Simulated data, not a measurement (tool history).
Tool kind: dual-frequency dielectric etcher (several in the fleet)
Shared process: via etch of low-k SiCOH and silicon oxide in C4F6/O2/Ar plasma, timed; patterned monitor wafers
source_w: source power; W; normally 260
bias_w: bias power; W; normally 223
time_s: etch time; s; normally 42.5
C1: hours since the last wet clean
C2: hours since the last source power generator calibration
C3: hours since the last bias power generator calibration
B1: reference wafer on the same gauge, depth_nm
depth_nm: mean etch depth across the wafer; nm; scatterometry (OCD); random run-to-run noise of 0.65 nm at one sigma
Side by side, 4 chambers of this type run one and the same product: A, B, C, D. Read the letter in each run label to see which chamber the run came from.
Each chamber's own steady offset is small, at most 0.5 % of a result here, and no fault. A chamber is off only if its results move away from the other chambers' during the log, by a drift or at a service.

Run 1A, hour 8.6: usual settings; C1 508.3; C2 2340.9; C3 1281.0; B1 91.978. Result: depth_nm 100.550 nm.
Run 2B, hour 16.4: usual settings; C1 364.5; C2 176.7; C3 41.9; B1 91.901. Result: depth_nm 101.410 nm.
Run 3D, hour 22.2: usual settings; C1 121.0; C2 4351.1; C3 1680.3; B1 91.920. Result: depth_nm 101.070 nm.
Run 4C, hour 30.6: usual settings; C1 291.3; C2 2028.8; C3 799.7; B1 92.054. Result: depth_nm 100.180 nm.
Run 5B, hour 36.8: usual settings; C1 384.9; C2 197.1; C3 62.3; B1 91.829. Result: depth_nm 99.847 nm.
Run 6C, hour 44.4: usual settings; C1 305.1; C2 2042.6; C3 813.5; B1 91.910. Result: depth_nm 101.250 nm.
Run 7D, hour 53.0: usual settings; C1 151.8; C2 4381.9; C3 1711.1; B1 91.971. Result: depth_nm 100.450 nm.
Run 8A, hour 57.8: usual settings; C1 557.5; C2 2390.1; C3 1330.2; B1 92.078. Result: depth_nm 100.870 nm.
At hour 64.0: chamber A: wet clean of the chamber.
Run 9D, hour 64.3: usual settings but bias_w 202 W, time_s 54.0 s; C1 163.1; C2 4393.2; C3 1722.4; B1 91.960. Result: depth_nm 122.690 nm.
Run 10B, hour 72.0: usual settings but bias_w 202 W, time_s 54.0 s; C1 420.1; C2 232.3; C3 97.5; B1 92.023. Result: depth_nm 123.670 nm.
Run 11A, hour 78.3: usual settings but bias_w 202 W, time_s 54.0 s; C1 14.4; C2 2410.6; C3 1350.7; B1 91.894. Result: depth_nm 123.170 nm.
Run 12C, hour 85.6: usual settings but bias_w 202 W, time_s 54.0 s; C1 346.3; C2 2083.8; C3 854.7; B1 92.074. Result: depth_nm 124.250 nm.
Run 13B, hour 90.1: usual settings; C1 438.2; C2 250.4; C3 115.6; B1 92.000. Result: depth_nm 100.580 nm.
Run 14C, hour 97.4: usual settings but bias_w 247 W; C1 358.1; C2 2095.6; C3 866.5; B1 92.004. Result: depth_nm 104.480 nm.
Run 15D, hour 105.1: usual settings but bias_w 247 W; C1 203.9; C2 4434.0; C3 1763.2; B1 91.982. Result: depth_nm 103.950 nm.
Run 16A, hour 111.0: usual settings but bias_w 247 W; C1 47.1; C2 2443.3; C3 1383.4; B1 91.879. Result: depth_nm 103.550 nm.
Run 17D, hour 118.1: usual settings but bias_w 247 W; C1 216.9; C2 4447.0; C3 1776.2; B1 92.101. Result: depth_nm 105.600 nm.
Run 18B, hour 126.5: usual settings; C1 474.6; C2 286.8; C3 152.0; B1 92.040. Result: depth_nm 101.480 nm.
Run 19C, hour 133.7: usual settings; C1 394.4; C2 2131.9; C3 902.8; B1 91.965. Result: depth_nm 100.260 nm.
Run 20A, hour 139.0: usual settings; C1 75.1; C2 2471.3; C3 1411.4; B1 92.085. Result: depth_nm 101.160 nm.
Run 21C, hour 144.4: usual settings; C1 405.1; C2 2142.6; C3 913.5; B1 92.056. Result: depth_nm 100.760 nm.
Run 22B, hour 153.0: usual settings; C1 501.1; C2 313.3; C3 178.5; B1 92.064. Result: depth_nm 101.060 nm.
Run 23A, hour 157.0: usual settings; C1 93.1; C2 2489.3; C3 1429.4; B1 91.917. Result: depth_nm 101.230 nm.
Run 24D, hour 163.4: usual settings; C1 262.2; C2 4492.3; C3 1821.5; B1 91.913. Result: depth_nm 100.870 nm.
Run 25C, hour 167.4: usual settings; C1 428.1; C2 2165.6; C3 936.5; B1 92.101. Result: depth_nm 100.590 nm.
Run 26A, hour 171.9: usual settings; C1 108.0; C2 2504.2; C3 1444.3; B1 91.989. Result: depth_nm 100.060 nm.
Run 27B, hour 176.9: usual settings; C1 525.0; C2 337.2; C3 202.4; B1 91.969. Result: depth_nm 100.780 nm.
Run 28D, hour 185.0: usual settings; C1 283.8; C2 4513.9; C3 1843.1; B1 91.971. Result: depth_nm 100.910 nm.
Run 29A, hour 192.6: usual settings; C1 128.7; C2 2524.9; C3 1465.0; B1 91.986. Result: depth_nm 100.620 nm.
Run 30D, hour 196.8: usual settings but bias_w 244 W, time_s 51.5 s; C1 295.6; C2 4525.7; C3 1854.9; B1 91.979. Result: depth_nm 126.200 nm.
Run 31C, hour 204.4: usual settings but bias_w 244 W, time_s 51.5 s; C1 465.1; C2 2202.6; C3 973.5; B1 91.964. Result: depth_nm 126.500 nm.
Run 32B, hour 208.5: usual settings but bias_w 244 W, time_s 51.5 s; C1 556.6; C2 368.8; C3 234.0; B1 92.005. Result: depth_nm 126.140 nm.

Read the log: is a single chamber off, either drifting away or since a service, is the gauge that measures every chamber drifting, or is nothing wrong beyond small per-chamber offsets? Name any odd chamber and what most likely caused it.

Nothing is wrong: each chamber keeps only its own small, steady offset and the gauge holds still.
